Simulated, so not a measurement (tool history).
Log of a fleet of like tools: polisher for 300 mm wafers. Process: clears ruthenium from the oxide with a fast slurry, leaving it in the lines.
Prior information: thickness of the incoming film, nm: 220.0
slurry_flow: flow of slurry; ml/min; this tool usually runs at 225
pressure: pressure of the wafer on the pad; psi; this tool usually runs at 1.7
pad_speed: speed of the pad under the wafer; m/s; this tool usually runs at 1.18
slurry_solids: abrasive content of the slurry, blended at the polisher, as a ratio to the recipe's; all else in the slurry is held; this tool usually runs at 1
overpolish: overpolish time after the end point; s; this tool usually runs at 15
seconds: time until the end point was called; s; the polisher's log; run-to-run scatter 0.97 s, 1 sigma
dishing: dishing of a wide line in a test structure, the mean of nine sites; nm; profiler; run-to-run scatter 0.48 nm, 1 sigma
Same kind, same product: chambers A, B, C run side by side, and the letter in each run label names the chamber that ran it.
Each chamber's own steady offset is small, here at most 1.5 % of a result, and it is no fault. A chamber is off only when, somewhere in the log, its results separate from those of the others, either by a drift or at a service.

run 1A hour=10.9 | slurry_flow=225 pressure=1.7 pad_speed=1.18 slurry_solids=1 overpolish=15 | seconds=79.476 dishing=34.029
run 2B hour=16.2 | slurry_flow=225 pressure=1.7 pad_speed=1.18 slurry_solids=1 overpolish=15 | seconds=80.92 dishing=32.658
run 3C hour=23.3 | slurry_flow=225 pressure=1.7 pad_speed=1.18 slurry_solids=1 overpolish=15 | seconds=81.531 dishing=33.501
run 4B hour=29.3 | slurry_flow=225 pressure=1.7 pad_speed=1.18 slurry_solids=1 overpolish=15 | seconds=80.937 dishing=32.827
run 5A hour=37 | slurry_flow=225 pressure=1.7 pad_speed=1.18 slurry_solids=1 overpolish=15 | seconds=80.066 dishing=32.698
run 6C hour=45.6 | slurry_flow=225 pressure=1.7 pad_speed=1.18 slurry_solids=1 overpolish=15 | seconds=82.437 dishing=32.345
-- hour=51.5 chamber C: worn pad replaced by a new one
run 7A hour=52.9 | slurry_flow=225 pressure=1.7 pad_speed=1.18 slurry_solids=1 overpolish=15 | seconds=79.297 dishing=34.093
run 8B hour=58.2 | slurry_flow=225 pressure=1.7 pad_speed=1.18 slurry_solids=1 overpolish=15 | seconds=81.296 dishing=33.541
run 9C hour=64.7 | slurry_flow=225 pressure=1.7 pad_speed=1.18 slurry_solids=1 overpolish=15 | seconds=81.725 dishing=33.657
run 10B hour=72.2 | slurry_flow=225 pressure=1.7 pad_speed=1.18 slurry_solids=1 overpolish=15 | seconds=81.96 dishing=33.014
-- hour=77.7 chamber B: worn pad replaced by a new one
run 11A hour=82.3 | slurry_flow=225 pressure=1.7 pad_speed=1.18 slurry_solids=1 overpolish=15 | seconds=79.895 dishing=34.007
run 12C hour=88.7 | slurry_flow=225 pressure=1.7 pad_speed=1.18 slurry_solids=1 overpolish=15 | seconds=80.7 dishing=33.275
run 13C hour=96.6 | slurry_flow=225 pressure=1.7 pad_speed=1.18 slurry_solids=1 overpolish=15 | seconds=82.358 dishing=34.007
-- hour=100.9 chamber B: head pressure recalibrated
run 14A hour=105.7 | slurry_flow=225 pressure=1.7 pad_speed=1.18 slurry_solids=1 overpolish=15 | seconds=81.088 dishing=32.801
-- hour=109.5 chamber A: worn pad replaced by a new one
run 15B hour=111.7 | slurry_flow=225 pressure=1.7 pad_speed=1.18 slurry_solids=1 overpolish=15 | seconds=81.323 dishing=33.72
-- hour=118.6 chamber B: slurry blender recalibrated
run 16B hour=119.1 | slurry_flow=225 pressure=1.7 pad_speed=1.18 slurry_solids=1 overpolish=15 | seconds=82.007 dishing=33.341
run 17C hour=126.4 | slurry_flow=285 pressure=1.7 pad_speed=1.18 slurry_solids=1.25 overpolish=15 | seconds=73.374 dishing=36.322
run 18A hour=135.7 | slurry_flow=285 pressure=1.7 pad_speed=1.18 slurry_solids=1.25 overpolish=15 | seconds=71.3 dishing=37.118
run 19B hour=142.8 | slurry_flow=285 pressure=1.7 pad_speed=1.18 slurry_solids=1.25 overpolish=15 | seconds=72.414 dishing=36.589
-- hour=144.1 chamber C: worn pad replaced by a new one
-- hour=148.3 chamber A: slurry blender recalibrated
run 20C hour=149.6 | slurry_flow=225 pressure=1.7 pad_speed=1.18 slurry_solids=1 overpolish=15 | seconds=81.125 dishing=34.371
run 21A hour=159.5 | slurry_flow=225 pressure=1.7 pad_speed=1.18 slurry_solids=1 overpolish=15 | seconds=80.664 dishing=33.134
run 22B hour=167.1 | slurry_flow=225 pressure=1.7 pad_speed=1.18 slurry_solids=1 overpolish=15 | seconds=81.986 dishing=32.384
run 23A hour=176.4 | slurry_flow=225 pressure=1.7 pad_speed=1.42 slurry_solids=1 overpolish=7 | seconds=66.564 dishing=19.92
run 24C hour=183.5 | slurry_flow=225 pressure=1.7 pad_speed=1.42 slurry_solids=1 overpolish=7 | seconds=68.536 dishing=19.527
-- hour=188.4 chamber C: slurry blender recalibrated
run 25B hour=194.4 | slurry_flow=225 pressure=1.7 pad_speed=1.42 slurry_solids=1 overpolish=7 | seconds=68.338 dishing=19.311
run 26C hour=199.8 | slurry_flow=225 pressure=2 pad_speed=1.44 slurry_solids=1 overpolish=15 | seconds=56.876 dishing=45.666
-- hour=201.7 chamber B: worn pad replaced by a new one
run 27A hour=206.1 | slurry_flow=225 pressure=2 pad_speed=1.44 slurry_solids=1 overpolish=15 | seconds=57.108 dishing=47.223
-- hour=215 chamber A: worn pad replaced by a new one
run 28A hour=217.4 | slurry_flow=225 pressure=2 pad_speed=1.44 slurry_solids=1 overpolish=15 | seconds=55.679 dishing=45.947
run 29C hour=222.9 | slurry_flow=225 pressure=1.7 pad_speed=1.18 slurry_solids=1 overpolish=15 | seconds=79.963 dishing=33.195
run 30B hour=228.4 | slurry_flow=270 pressure=1.7 pad_speed=1.18 slurry_solids=1 overpolish=7 | seconds=79.13 dishing=16.622
run 31A hour=239.2 | slurry_flow=270 pressure=1.7 pad_speed=1.18 slurry_solids=1 overpolish=7 | seconds=78.314 dishing=16.9
-- hour=244.4 chamber C: worn pad replaced by a new one
run 32C hour=250.6 | slurry_flow=270 pressure=1.7 pad_speed=1.18 slurry_solids=1 overpolish=7 | seconds=80.008 dishing=16.493
run 33B hour=261.7 | slurry_flow=225 pressure=1.7 pad_speed=1.18 slurry_solids=1 overpolish=15 | seconds=80.255 dishing=32.095
run 34B hour=269.1 | slurry_flow=225 pressure=1.7 pad_speed=1.18 slurry_solids=1 overpolish=15 | seconds=83.459 dishing=32.701
run 35C hour=278.9 | slurry_flow=225 pressure=1.7 pad_speed=1.18 slurry_solids=1 overpolish=15 | seconds=81.413 dishing=33.575
run 36A hour=288.9 | slurry_flow=150 pressure=1.7 pad_speed=1.18 slurry_solids=1 overpolish=7 | seconds=85.789 dishing=15.852
-- hour=292.3 chamber B: slurry blender recalibrated
run 37C hour=294.5 | slurry_flow=150 pressure=1.7 pad_speed=1.18 slurry_solids=1 overpolish=7 | seconds=87.003 dishing=15.474
run 38A hour=304.3 | slurry_flow=150 pressure=1.7 pad_speed=1.18 slurry_solids=1 overpolish=7 | seconds=85.056 dishing=15.753
run 39B hour=311.8 | slurry_flow=225 pressure=1.7 pad_speed=1.18 slurry_solids=1 overpolish=15 | seconds=82.994 dishing=32.145
run 40B hour=317.6 | slurry_flow=225 pressure=1.7 pad_speed=1.18 slurry_solids=1 overpolish=15 | seconds=82.818 dishing=33.247
run 41C hour=324.1 | slurry_flow=225 pressure=1.7 pad_speed=1.18 slurry_solids=1 overpolish=15 | seconds=82.036 dishing=33.431

What goes on in this fleet: one chamber off, a drifting gauge, or nothing beyond the chambers' own small offsets? Name the chamber and the cause, if any.

Neither any chamber nor the gauge drifts; the chambers differ only by their own small, steady offsets.

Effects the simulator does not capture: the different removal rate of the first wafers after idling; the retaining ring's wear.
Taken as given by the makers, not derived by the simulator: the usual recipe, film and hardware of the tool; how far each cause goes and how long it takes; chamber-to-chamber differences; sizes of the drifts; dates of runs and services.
